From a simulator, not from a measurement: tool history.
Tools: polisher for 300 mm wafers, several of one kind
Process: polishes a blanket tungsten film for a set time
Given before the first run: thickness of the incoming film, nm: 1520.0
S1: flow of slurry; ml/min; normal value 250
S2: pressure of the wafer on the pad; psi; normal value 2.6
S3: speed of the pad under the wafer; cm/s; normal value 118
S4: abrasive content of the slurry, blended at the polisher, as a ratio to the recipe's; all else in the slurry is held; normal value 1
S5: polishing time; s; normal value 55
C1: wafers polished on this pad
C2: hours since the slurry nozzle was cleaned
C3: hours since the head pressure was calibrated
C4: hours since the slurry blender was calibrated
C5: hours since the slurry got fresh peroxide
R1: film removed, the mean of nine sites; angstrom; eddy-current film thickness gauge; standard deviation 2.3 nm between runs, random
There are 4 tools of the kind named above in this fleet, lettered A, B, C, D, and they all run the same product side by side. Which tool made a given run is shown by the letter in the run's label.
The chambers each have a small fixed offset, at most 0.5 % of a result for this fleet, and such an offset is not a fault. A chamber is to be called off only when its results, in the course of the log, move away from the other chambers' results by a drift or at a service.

run	hour	S1	S2	S3	S4	S5	C1	C2	C3	C4	C5	R1
# hour 4.7: chamber A: slurry blender recalibrated
1A	5.5	250	2.6	118	1	55	942	399	139.6	0.9	59.7	1844.6
2C	10	250	2.6	118	1	55	461	608.8	503.3	152.8	64	1811.8
# hour 12.2: chamber A: slurry tank refilled with fresh slurry and peroxide
3D	13.8	250	2.6	118	1	55	465	589.8	536.2	82.3	31.2	1850.9
# hour 17.4: chamber C: slurry blender recalibrated
4B	19	250	2.6	118	1	55	931	295.2	175.1	62.5	27.9	1810.5
5D	22.6	250	2.6	118	1	55	530	598.6	545	91.1	40	1850.4
6C	26.3	250	2.6	118	1	55	582	625.1	519.6	9	80.3	1828.7
7B	31.6	250	2.6	118	1	55	1024	307.8	187.7	75.1	40.5	1828.7
# hour 31.9: chamber A: worn pad replaced by a new one
8A	37.3	250	2.6	118	1	55	40	430.8	171.4	32.7	25.2	1839.4
9A	43	250	2.6	118	1	55	82	436.5	177.1	38.4	30.9	1818.1
10D	48.2	250	2.6	118	1	55	719	624.2	570.6	116.7	65.6	1865.8
# hour 49.7: chamber A: slurry nozzle cleaned
# hour 50.8: chamber B: worn pad replaced by a new one
11B	53.2	250	2.6	118	1	55	18	329.4	209.3	96.7	62.1	1865.7
12C	59.1	250	2.6	118	1	55	824	657.9	552.4	41.8	113.1	1826.8
# hour 59.7: chamber C: slurry nozzle cleaned
13D	62.5	250	2.6	118	1	55	825	638.5	584.9	131	79.9	1813.4
14A	65.5	250	2.6	118	1	55	248	15.9	199.6	60.9	53.4	1841.5
# hour 68.1: chamber C: slurry tank refilled with fresh slurry and peroxide
15C	71	250	2.6	118	1	55	912	11.4	564.3	53.7	3	1840.9
# hour 74.7: chamber A: slurry tank refilled with fresh slurry and peroxide
16B	76.8	250	2.6	118	1	55	192	353	232.9	120.3	85.7	1797.5
17D	81.6	250	2.6	118	1	55	966	657.6	604	150.1	99	1786.1
# hour 83.2: chamber D: slurry blender recalibrated
18C	84.3	250	2.6	118	1	55	1011	24.7	577.6	67	16.3	1834.9
19A	87.8	250	2.6	118	1	55	413	38.2	221.9	83.2	13.2	1849.5
# hour 89.1: chamber B: slurry blender recalibrated
20B	92.1	250	2.6	118	1	55	305	368.3	248.2	3	101	1849.9
21C	95.1	250	2.6	118	1	55	1090	35.5	588.4	77.8	27.1	1851.4
22D	99.3	250	2.6	118	1	55	1097	675.3	621.7	16.1	116.7	1802.3
23B	102.3	250	2.6	118	1	55	381	378.5	258.4	13.2	111.2	1872.4
# hour 105.9: chamber C: worn pad replaced by a new one
24A	106.5	250	2.6	118	1	55	551	56.9	240.6	101.9	31.9	1816.5
25D	110.3	250	2.6	118	1	55	1178	686.3	632.7	27.1	127.7	1735.7
26B	114.8	250	2.6	118	1	55	473	391	270.9	25.7	123.7	1830.6
27C	118.4	250	2.6	118	1	55	93	58.8	611.7	101.1	50.4	1873.7
28A	121.4	250	2.6	118	1	55	662	71.8	255.5	116.8	46.8	1812.1
29D	124.2	250	2.6	118	1	55	1281	700.2	646.6	41	141.6	1733.7
30A	129.5	250	2.6	118	1	55	721	79.9	263.6	124.9	54.9	1828.4
31C	133.9	250	2.6	118	1	55	207	74.3	627.2	116.6	65.9	1848.7
# hour 134.4: chamber B: slurry tank refilled with fresh slurry and peroxide
32B	139.3	250	2.6	118	1	55	654	415.5	295.4	50.2	4.9	1830.5
33D	142.5	250	2.6	118	1	55	1416	718.5	664.9	59.3	159.9	1680.8
34C	147.3	250	2.6	118	1	55	306	87.7	640.6	130	79.3	1883.1

All chambers now run identical settings, listed one chamber a line with results as question marks. What results will each chamber show?
35A	151.5	250	2.6	118	1	55						?
35B	151.5	250	2.6	118	1	55						?
35C	151.5	250	2.6	118	1	55						?
35D	151.5	250	2.6	118	1	55						?

run	R1
35A	1856.4
35B	1843.3
35C	1851.3
35D	1666.1
